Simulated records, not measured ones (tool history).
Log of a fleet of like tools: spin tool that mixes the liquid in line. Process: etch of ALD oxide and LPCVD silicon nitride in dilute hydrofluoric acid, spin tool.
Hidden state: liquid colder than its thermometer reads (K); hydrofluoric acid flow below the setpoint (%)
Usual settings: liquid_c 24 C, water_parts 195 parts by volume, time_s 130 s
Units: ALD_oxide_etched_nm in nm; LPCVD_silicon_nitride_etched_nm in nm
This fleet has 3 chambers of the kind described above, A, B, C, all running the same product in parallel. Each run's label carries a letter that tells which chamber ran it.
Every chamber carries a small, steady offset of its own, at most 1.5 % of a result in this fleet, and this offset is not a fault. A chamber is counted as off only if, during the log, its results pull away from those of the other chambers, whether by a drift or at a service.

run,hour,liquid_c,water_parts,time_s,hours since the thermometer was replaced,hours since the hydrofluoric acid flow meter was replaced,"read-back film thickness of the ALD oxide reference wafer, read on the same gauge (nm)","read-back film thickness of the LPCVD silicon nitride reference wafer, read on the same gauge (nm)",ALD_oxide_etched_nm,LPCVD_silicon_nitride_etched_nm
1A,6.6,24,195,130,698.1,531.2,89.996,150,5.957,0.31341
2B,19.2,24,195,130,244.8,888.6,89.987,150,5.7607,0.29016
3C,27.3,24,195,130,1596.5,973.4,90.008,149.99,5.7867,0.33179
4B,37.7,24,195,130,263.3,907.1,89.943,150.01,5.8141,0.34451
5A,45.8,24,195,130,737.3,570.4,90.033,150.01,5.9674,0.33653
6C,51.7,24,195,130,1620.9,997.8,90.014,150,5.791,0.29037
7A,62.2,24,195,130,753.7,586.8,90,150,5.9834,0.30843
8C,74.4,24,195,130,1643.6,1020.5,89.998,150,5.766,0.28374
9B,80.4,24,195,130,306,949.8,90.013,149.99,5.7886,0.351
10B,88.1,24,195,130,313.7,957.5,89.972,150.01,5.7878,0.31343
11A,94,24,195,130,785.5,618.6,90.024,150,5.9569,0.31654
12C,101.9,24,135,130,1671.1,1048,90.046,150.01,8.9177,0.46581
13B,108.1,24,135,130,333.7,977.5,90.007,150.02,8.978,0.4876
14C,120.4,24,135,130,1689.6,1066.5,90.01,150.02,8.887,0.43505
15A,128,24,195,130,819.5,652.6,90.027,150,5.967,0.3381
16A,137.8,24,195,130,829.3,662.4,89.997,150.02,5.9682,0.36234
17B,146.6,24,195,130,372.2,1016,90.057,149.99,5.7772,0.33888
18C,155,24,195,130,1724.2,1101.1,89.997,150.02,5.8173,0.29049
19A,163.9,27,195,130,855.4,688.5,89.989,149.99,6.5837,0.29445
20C,172.7,27,195,130,1741.9,1118.8,90.007,150.01,6.4507,0.39349
21B,182,27,195,130,407.6,1051.4,90.01,150,6.4538,0.41784
22A,192.6,24,195,130,884.1,717.2,89.95,150.01,5.9155,0.31887
23C,200.1,24,195,130,1769.3,1146.2,90.009,150,5.8076,0.29893
24B,207.9,24,195,130,433.5,1077.3,89.992,150,5.7591,0.32122
25A,216.2,24,195,130,907.7,740.8,90.051,150.01,5.9344,0.30612
26C,222.7,24,195,130,1791.9,1168.8,90,149.99,5.8284,0.3197
27B,232.8,24,195,130,458.4,1102.2,89.981,150.01,5.7742,0.32711
28B,243.4,24,195,130,469,1112.8,89.951,150,5.8391,0.3289
29A,254.9,24,195,130,946.4,779.5,89.971,150.01,5.9418,0.28538
30C,265.8,20,195,130,1835,1211.9,89.957,149.99,4.9904,0.25839
31A,275.9,20,195,130,967.4,800.5,90.006,149.98,5.0968,0.23738
32B,281.4,20,195,130,507,1150.8,90.032,149.98,4.9573,0.22639

Which is it: a chamber that has drifted or been left off by a service, a gauge drift common to all chambers, or only each chamber's usual small offset? If a chamber is off, name it and its likeliest cause.

The fleet is healthy, with each chamber sitting at its usual small offset and no drift in the gauge.
